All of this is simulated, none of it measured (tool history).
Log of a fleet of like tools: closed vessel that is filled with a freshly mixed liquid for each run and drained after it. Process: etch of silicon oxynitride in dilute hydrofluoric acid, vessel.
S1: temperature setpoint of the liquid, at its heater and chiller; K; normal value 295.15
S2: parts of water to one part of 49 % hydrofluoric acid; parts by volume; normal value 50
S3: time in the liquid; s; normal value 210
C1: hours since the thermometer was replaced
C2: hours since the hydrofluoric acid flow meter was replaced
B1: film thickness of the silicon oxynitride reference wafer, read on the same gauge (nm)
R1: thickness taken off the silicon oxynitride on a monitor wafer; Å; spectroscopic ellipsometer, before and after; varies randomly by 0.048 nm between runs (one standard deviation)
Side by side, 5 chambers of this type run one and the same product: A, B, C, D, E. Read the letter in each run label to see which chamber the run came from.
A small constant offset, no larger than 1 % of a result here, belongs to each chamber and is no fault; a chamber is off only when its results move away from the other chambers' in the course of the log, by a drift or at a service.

run 1C hour=7.5 | S1=295.15 S2=50 S3=210 | C1=1588.4 C2=1549.7 | B1=150 | R1=132.71
run 2B hour=16.9 | S1=295.15 S2=50 S3=210 | C1=1272.6 C2=421.9 | B1=149.98 | R1=132.42
run 3D hour=31.2 | S1=295.15 S2=50 S3=210 | C1=830.3 C2=309.8 | B1=150.06 | R1=132.88
run 4A hour=43.1 | S1=295.15 S2=50 S3=210 | C1=272.3 C2=561.7 | B1=150 | R1=133.66
run 5E hour=55.4 | S1=295.15 S2=50 S3=210 | C1=1283.9 C2=1139.6 | B1=150.03 | R1=133.19
run 6A hour=69.5 | S1=298.15 S2=50 S3=210 | C1=298.7 C2=588.1 | B1=150.02 | R1=154.52
run 7B hour=81.4 | S1=298.15 S2=50 S3=210 | C1=1337.1 C2=486.4 | B1=150.01 | R1=153.56
run 8C hour=89.8 | S1=298.15 S2=50 S3=210 | C1=1670.7 C2=1632 | B1=150.02 | R1=153.75
run 9E hour=99 | S1=298.15 S2=50 S3=210 | C1=1327.5 C2=1183.2 | B1=149.98 | R1=152.96
run 10D hour=105.9 | S1=298.15 S2=50 S3=210 | C1=905 C2=384.5 | B1=150.02 | R1=154.13
run 11A hour=121 | S1=295.15 S2=50 S3=210 | C1=350.2 C2=639.6 | B1=150.04 | R1=134.03
run 12B hour=132 | S1=295.15 S2=50 S3=210 | C1=1387.7 C2=537 | B1=149.99 | R1=132.07
-- hour=133.9 chamber B: thermometer replaced
run 13D hour=145.7 | S1=295.15 S2=50 S3=210 | C1=944.8 C2=424.3 | B1=149.97 | R1=133.44
run 14E hour=160.6 | S1=295.15 S2=50 S3=210 | C1=1389.1 C2=1244.8 | B1=149.98 | R1=132.59
run 15C hour=168.4 | S1=295.15 S2=50 S3=210 | C1=1749.3 C2=1710.6 | B1=149.95 | R1=133.01
run 16E hour=181.4 | S1=295.15 S2=50 S3=210 | C1=1409.9 C2=1265.6 | B1=150.02 | R1=132.05
run 17B hour=191.5 | S1=295.15 S2=50 S3=210 | C1=57.7 C2=596.5 | B1=149.99 | R1=132.68
run 18D hour=198.8 | S1=295.15 S2=50 S3=210 | C1=997.9 C2=477.4 | B1=150.03 | R1=133.72
run 19C hour=206.5 | S1=295.15 S2=50 S3=210 | C1=1787.4 C2=1748.7 | B1=149.99 | R1=133.26
run 20A hour=221.6 | S1=295.15 S2=50 S3=210 | C1=450.8 C2=740.2 | B1=149.99 | R1=133.55
run 21E hour=231.3 | S1=295.15 S2=50 S3=210 | C1=1459.8 C2=1315.5 | B1=150.01 | R1=133.27
run 22A hour=242.4 | S1=295.15 S2=50 S3=210 | C1=471.6 C2=761 | B1=150.02 | R1=133.66
run 23B hour=250.4 | S1=295.15 S2=30 S3=210 | C1=116.6 C2=655.4 | B1=150.02 | R1=223.4
run 24D hour=263.8 | S1=295.15 S2=30 S3=210 | C1=1062.9 C2=542.4 | B1=150.01 | R1=225.4
run 25C hour=274.1 | S1=295.15 S2=30 S3=210 | C1=1855 C2=1816.3 | B1=150.02 | R1=226.2
run 26E hour=283.3 | S1=295.15 S2=30 S3=210 | C1=1511.8 C2=1367.5 | B1=150.01 | R1=222.37
run 27A hour=297.2 | S1=295.15 S2=30 S3=210 | C1=526.4 C2=815.8 | B1=150.01 | R1=223.52
run 28C hour=306.5 | S1=295.15 S2=50 S3=210 | C1=1887.4 C2=1848.7 | B1=150.03 | R1=131.96
run 29D hour=313.7 | S1=295.15 S2=50 S3=210 | C1=1112.8 C2=592.3 | B1=150.04 | R1=133.91
run 30B hour=325.9 | S1=295.15 S2=50 S3=125 | C1=192.1 C2=730.9 | B1=150.04 | R1=78.202
-- hour=335.8 chamber E: thermometer replaced
run 31D hour=337.2 | S1=295.15 S2=50 S3=125 | C1=1136.3 C2=615.8 | B1=149.99 | R1=79.541
run 32B hour=345.9 | S1=295.15 S2=50 S3=125 | C1=212.1 C2=750.9 | B1=150.03 | R1=78.575
run 33C hour=354.5 | S1=295.15 S2=50 S3=125 | C1=1935.4 C2=1896.7 | B1=149.97 | R1=78.775
run 34A hour=361.2 | S1=295.15 S2=50 S3=125 | C1=590.4 C2=879.8 | B1=150.02 | R1=79.661
run 35E hour=374.4 | S1=295.15 S2=50 S3=210 | C1=38.7 C2=1458.6 | B1=150.02 | R1=132.56
run 36B hour=389.5 | S1=295.15 S2=50 S3=210 | C1=255.7 C2=794.5 | B1=149.97 | R1=132.1
run 37A hour=404.2 | S1=295.15 S2=50 S3=210 | C1=633.4 C2=922.8 | B1=150.01 | R1=132.81
run 38C hour=418.5 | S1=295.15 S2=50 S3=145 | C1=1999.4 C2=1960.7 | B1=150 | R1=91.338

Has any chamber moved away from the others, gradually or after a service, or does the common gauge drift, or do the chambers differ only by their own small steady offsets? State the chamber and the most likely cause if one applies.

The fleet is healthy, with each chamber sitting at its usual small offset and no drift in the gauge.
